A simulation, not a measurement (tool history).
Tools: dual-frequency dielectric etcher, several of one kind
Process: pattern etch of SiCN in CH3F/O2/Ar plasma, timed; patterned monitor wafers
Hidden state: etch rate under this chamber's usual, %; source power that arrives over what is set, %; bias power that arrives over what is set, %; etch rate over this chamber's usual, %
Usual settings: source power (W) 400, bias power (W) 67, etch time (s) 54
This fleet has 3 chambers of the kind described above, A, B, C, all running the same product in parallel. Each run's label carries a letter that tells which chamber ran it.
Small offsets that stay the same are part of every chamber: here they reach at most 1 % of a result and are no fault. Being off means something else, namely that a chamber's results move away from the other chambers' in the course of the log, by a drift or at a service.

run   hour  source power (W)  bias power (W)  etch time (s)  hours since the last wet clean  hours since the last source power generator calibration  hours since the last bias power generator calibration  read-back reference wafer on the same gauge, depth_nm  mean etch depth across the wafer (Å)
 1C    8.2               400              67             54                           476.5                                                   3728.4                                                 2617.6                                                 16.299                                198.83
 2B   12.3               400              67             54                           397.6                                                   1273.4                                                  992.7                                                 16.292                                200.11
 3A   17.8               400              67             54                           487.2                                                    504.6                                                  959.3                                                   16.3                                 198.9
 4C   24.3               400              67             54                           492.6                                                   3744.5                                                 2633.7                                                 16.326                                199.65
 5A   28.9               400              67             48                           498.3                                                    515.7                                                  970.4                                                 16.297                                176.31
 6B   34.5               400              67             48                           419.8                                                   1295.6                                                 1014.9                                                 16.299                                176.44
 7C   40.2               400              67             48                           508.5                                                   3760.4                                                 2649.6                                                 16.288                                176.64
 8A   46.9               400              67             54                           516.3                                                    533.7                                                  988.4                                                 16.292                                200.38
 9B   52.4               310              67           68.5                           437.7                                                   1313.5                                                 1032.8                                                 16.297                                229.95
10C   56.4               310              67           68.5                           524.7                                                   3776.6                                                 2665.8                                                 16.301                                229.36
11A   63.4               310              67           68.5                           532.8                                                    550.2                                                 1004.9                                                 16.289                                228.88
12B   70.6               400              67             54                           455.9                                                   1331.7                                                   1051                                                 16.314                                199.69
      71.8  -- chamber A: wet clean of the chamber
13B   77.8               400              67             54                           463.1                                                   1338.9                                                 1058.2                                                 16.309                                199.29
14C     86               400              80             69                           554.3                                                   3806.2                                                 2695.4                                                  16.31                                270.76
15A   92.2               400              80             69                            20.4                                                      579                                                 1033.7                                                 16.294                                258.97
16C   97.3               400              80             69                           565.6                                                   3817.5                                                 2706.7                                                 16.294                                271.32
17B  101.6               400              67             54                           486.9                                                   1362.7                                                   1082                                                 16.289                                200.47
18A  109.8               400              67             54                              38                                                    596.6                                                 1051.3                                                 16.294                                189.89
19A  116.3               400              67             54                            44.5                                                    603.1                                                 1057.8                                                 16.299                                190.35
20B  121.8               400              58             54                           507.1                                                   1382.9                                                 1102.2                                                 16.316                                189.76
21C  129.6               400              58             54                           597.9                                                   3849.8                                                   2739                                                 16.296                                 188.3
22B  133.3               400              58             54                           518.6                                                   1394.4                                                 1113.7                                                 16.307                                189.71
23A  140.5               400              67             54                            68.7                                                    627.3                                                   1082                                                 16.317                                189.92
24C  147.6               400              67             54                           615.9                                                   3867.8                                                   2757                                                 16.298                                198.16
       151  -- chamber C: wet clean of the chamber
25A  155.7               400              67             54                            83.9                                                    642.5                                                 1097.2                                                 16.293                                189.71
26C  161.2               400              67             54                            10.3                                                   3881.4                                                 2770.6                                                 16.298                                200.03
27B  169.4               400              67             54                           554.7                                                   1430.5                                                 1149.8                                                 16.288                                200.56
28B  173.6               400              67             54                           558.9                                                   1434.7                                                   1154                                                 16.293                                200.33
29C  179.2               400              67             54                            28.3                                                   3899.4                                                 2788.6                                                 16.318                                199.58
30A  183.4               400              67             54                           111.6                                                    670.2                                                 1124.9                                                 16.311                                190.01
31B  187.9               400              67             54                           573.2                                                     1449                                                 1168.3                                                 16.292                                200.45
32A    194               400              67             54                           122.2                                                    680.8                                                 1135.5                                                 16.306                                189.64
33C  201.3               400              67             54                            50.4                                                   3921.5                                                 2810.7                                                 16.296                                198.37
34B  208.2               440              67             54                           593.5                                                   1469.3                                                 1188.6                                                 16.288                                206.82
35A  215.9               440              67             54                           144.1                                                    702.7                                                 1157.4                                                 16.295                                196.24

Read the log: is a single chamber off, either drifting away or since a service, is the gauge that measures every chamber drifting, or is nothing wrong beyond small per-chamber offsets? Name any odd chamber and what most likely caused it.

A service on chamber A put it out of line with the rest.
What lies behind it: etch rate under this chamber's usual, % = 4.8.

Here are 4 candidates for chamber A's next run, each the usual settings with a change, their results left as question marks. Which one brings its results back in line with what the others give on the usual settings?
In line here means within this much of the mean the other chambers give on the usual settings: mean etch depth across the wafer (Å) 2.7
36A-1  221.9               400              68           56.5                                                                                                                                                                                                                                            ?
36A-2  221.9               400              67             55                                                                                                                                                                                                                                            ?
36A-3  221.9               400              67             53                                                                                                                                                                                                                                            ?
36A-4  221.9               350              67             54                                                                                                                                                                                                                                            ?

The mean the other chambers reach with the usual settings: mean etch depth across the wafer (Å) 199.27
  run  mean etch depth across the wafer (Å)
36A-1                                200.22
36A-2                                193.89
36A-3                                186.84
36A-4                                180.96
36A-1 brings the chamber back in line.
